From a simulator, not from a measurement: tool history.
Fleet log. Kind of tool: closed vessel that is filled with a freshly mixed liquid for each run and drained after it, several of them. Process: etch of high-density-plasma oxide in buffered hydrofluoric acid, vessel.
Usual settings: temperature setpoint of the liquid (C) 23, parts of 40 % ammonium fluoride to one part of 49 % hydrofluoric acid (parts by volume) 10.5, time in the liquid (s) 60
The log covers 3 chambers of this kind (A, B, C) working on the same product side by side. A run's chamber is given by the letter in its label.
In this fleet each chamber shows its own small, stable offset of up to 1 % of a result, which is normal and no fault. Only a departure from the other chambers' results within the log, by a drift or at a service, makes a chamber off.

run,hour,temperature setpoint of the liquid (C),parts of 40 % ammonium fluoride to one part of 49 % hydrofluoric acid (parts by volume),time in the liquid (s),"read-back film thickness of the high-density-plasma oxide reference wafer, read on the same gauge (nm)",thickness taken off the high-density-plasma oxide on a monitor wafer (nm)
1C,13.8,23,10.5,60,39.997,94.255
2A,20.8,23,10.5,60,40.008,94.27
3B,32,23,10.5,60,40.063,93.031
4B,42.5,23,10.5,60,40.027,93.551
5A,48.5,23,10.5,60,39.969,95.622
6C,54.8,23,10.5,60,39.95,93.306
7C,62.7,23,10.5,60,39.995,94.869
8A,69.7,23,10.5,60,39.969,96.052
9B,82.2,23,10.5,60,39.974,93.59
10A,95.7,23,10.5,60,39.984,95.374
11C,105.5,23,10.5,60,39.991,93.726
12B,115.4,23,10.5,60,40.027,94.198
13A,129.1,23,10.5,60,40.035,98.318
14C,136.6,23,10.5,60,40.013,93.216
15B,150.1,23,10.5,60,40.033,92.856
16B,159,26,13,60,39.956,91.44
17C,172.2,26,13,60,39.996,89.29
18A,181.2,26,13,60,40.001,95.561
19B,188.4,19,12.5,60,39.989,63.509
20A,200.9,19,12.5,60,39.975,67.658
21C,211.5,19,12.5,60,39.98,63.305
22A,218.2,23,10.5,60,39.962,99.315
23B,228.2,23,10.5,60,40.015,92.927
24C,240.2,23,10.5,60,40,92.985
25B,251.5,23,10.5,60,40.035,94.24
26A,261.5,23,10.5,60,40.042,102.24
27C,270,23,10.5,60,39.993,94.047
28A,277.3,23,10.5,60,40.021,101.09
29B,286.4,26.5,10.5,70,39.952,133.84
30C,293.7,26.5,10.5,70,39.991,131.27
31C,300.9,26.5,10.5,70,40.004,130.47
32A,313.9,23,10.5,60,40.016,102.31
33B,322.5,23,10.5,60,39.965,93.728
34C,330,23,10.5,60,40.025,94.317

All chambers now run identical settings, listed one chamber a line with results as question marks. What results will each chamber show?
35A,339.9,20.5,10.5,60,,?
35B,339.9,20.5,10.5,60,,?
35C,339.9,20.5,10.5,60,,?

run,thickness taken off the high-density-plasma oxide on a monitor wafer (nm)
35A,91.24
35B,81.121
35C,82.023

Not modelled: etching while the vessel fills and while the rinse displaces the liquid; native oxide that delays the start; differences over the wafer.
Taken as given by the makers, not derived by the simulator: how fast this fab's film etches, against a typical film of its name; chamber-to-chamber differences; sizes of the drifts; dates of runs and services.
